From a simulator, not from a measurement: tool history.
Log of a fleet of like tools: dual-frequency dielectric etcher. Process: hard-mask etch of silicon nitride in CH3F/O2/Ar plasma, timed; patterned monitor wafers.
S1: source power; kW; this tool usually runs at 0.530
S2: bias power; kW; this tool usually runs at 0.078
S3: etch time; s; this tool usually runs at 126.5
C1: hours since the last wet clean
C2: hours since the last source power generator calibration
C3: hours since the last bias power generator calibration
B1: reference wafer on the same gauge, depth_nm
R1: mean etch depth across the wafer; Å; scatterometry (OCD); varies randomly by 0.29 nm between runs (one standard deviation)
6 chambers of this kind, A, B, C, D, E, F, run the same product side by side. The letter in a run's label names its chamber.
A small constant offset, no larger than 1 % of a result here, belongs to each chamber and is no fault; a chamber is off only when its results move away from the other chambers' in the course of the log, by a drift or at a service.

run   hour     S1     S2     S3     C1      C2      C3      B1       R1
       1.5  -- chamber B: wet clean of the chamber
 1B    7.7  0.530  0.078  126.5    6.2  1025.7  1597.6  99.029  1012.30
 2A   15.3  0.530  0.078  126.5  524.6  1946.9  2218.9  98.996  1016.30
 3D   26.4  0.530  0.078  126.5  518.5  1866.2  1324.4  98.968  1006.30
 4F   36.4  0.530  0.078  126.5  150.0   540.9  3507.2  98.998  1015.50
      40.0  -- chamber F: bias power generator calibrated
 5C   47.4  0.530  0.078  126.5  244.4   690.6  3201.4  98.926  1009.50
 6E   57.1  0.530  0.078  126.5  456.2  1170.6   612.2  98.950  1011.70
 7D   65.3  0.530  0.078  126.5  557.4  1905.1  1363.3  99.036  1012.80
      68.8  -- chamber D: wet clean of the chamber
 8F   79.3  0.530  0.078  126.5  192.9   583.8    39.3  98.928  1014.20
 9C   86.2  0.530  0.078  126.5  283.2   729.4  3240.2  99.052  1018.00
10A   97.4  0.530  0.078  126.5  606.7  2029.0  2301.0  99.032  1015.20
     104.5  -- chamber A: wet clean of the chamber
11E  110.8  0.530  0.078  126.5  509.9  1224.3   665.9  98.966  1009.00
12B  117.3  0.530  0.078  126.5  115.8  1135.3  1707.2  98.991  1009.90
13F  124.4  0.530  0.078  126.5  238.0   628.9    84.4  98.982  1017.80
14E  133.5  0.530  0.078  126.5  532.6  1247.0   688.6  98.992  1011.00
15D  143.9  0.580  0.078   92.5   75.1  1983.7  1441.9  98.927   760.33
16C  153.2  0.580  0.078   92.5  350.2   796.4  3307.2  99.017   770.66
     155.8  -- chamber E: wet clean of the chamber
17B  160.0  0.580  0.078   92.5  158.5  1178.0  1749.9  99.091   768.52
18A  167.0  0.580  0.078   92.5   62.5  2098.6  2370.6  98.989   768.86
19E  175.8  0.580  0.078   92.5   20.0  1289.3   730.9  98.921   750.65
20F  190.3  0.580  0.078   92.5  303.9   694.8   150.3  98.946   769.18
21C  197.1  0.530  0.078  126.5  394.1   840.3  3351.1  98.994  1014.10
22D  203.8  0.490  0.078  126.5  135.0  2043.6  1501.8  98.986   986.26
23A  215.2  0.490  0.078  126.5  110.7  2146.8  2418.8  99.023   990.49
24B  224.4  0.490  0.078  126.5  222.9  1242.4  1814.3  98.960   984.83
25C  232.9  0.490  0.078  126.5  429.9   876.1  3386.9  99.023   986.88
26B  247.5  0.490  0.078  126.5  246.0  1265.5  1837.4  99.097   981.10
27D  254.5  0.490  0.078  126.5  185.7  2094.3  1552.5  99.013   980.10
28E  265.2  0.530  0.078  126.5  109.4  1378.7   820.3  99.036   990.11
29A  277.0  0.530  0.078  126.5  172.5  2208.6  2480.6  98.981  1014.10
30F  287.8  0.530  0.078  111.5  401.4   792.3   247.8  99.013   896.99
31B  302.2  0.530  0.078  111.5  300.7  1320.2  1892.1  98.944   891.76
32C  312.8  0.530  0.078  111.5  509.8   956.0  3466.8  98.966   900.77
33A  320.5  0.530  0.078  111.5  216.0  2252.1  2524.1  98.953   896.86
34F  327.9  0.530  0.078  111.5  441.5   832.4   287.9  98.934   897.96
     329.5  -- chamber C: wet clean of the chamber
35E  339.1  0.530  0.078  111.5  183.3  1452.6   894.2  98.973   873.03
36D  352.2  0.530  0.078  126.5  283.4  2192.0  1650.2  98.942  1007.90
37E  363.2  0.530  0.078  126.5  207.4  1476.7   918.3  98.957   984.09
38A  377.3  0.530  0.078  126.5  272.8  2308.9  2580.9  99.031  1017.20
39C  384.7  0.530  0.078  126.5   55.2  1027.9  3538.7  99.039  1019.10
40B  397.1  0.530  0.078  126.5  395.6  1415.1  1987.0  99.006  1016.20
41F  410.3  0.530  0.078  126.5  523.9   914.8   370.3  99.034  1014.10

Which is it: a chamber that has drifted or been left off by a service, a gauge drift common to all chambers, or only each chamber's usual small offset? If a chamber is off, name it and its likeliest cause.

After it was serviced, chamber E no longer matches the other chambers.
Most likely cause: etch rate under this chamber's usual, % = 2.03.

Here are 4 candidates for chamber E's next run, each the usual settings with a change, their results left as question marks. Which one brings its results back in line with what the others give on the usual settings?
To be in line, a result may differ from the other chambers' mean on the usual settings by at most: R1 10.00 Å
42E-1  420.7  0.530  0.072  126.5                   ?
42E-2  420.7  0.530  0.078  127.5                   ?
42E-3  420.7  0.530  0.078  125.5                   ?
42E-4  420.7  0.550  0.081  126.5                   ?

The mean the other chambers reach with the usual settings: R1 1014.90 Å
  run       R1
42E-1   961.67
42E-2   996.37
42E-3   980.74
42E-4  1015.80
42E-4 brings the chamber back in line.
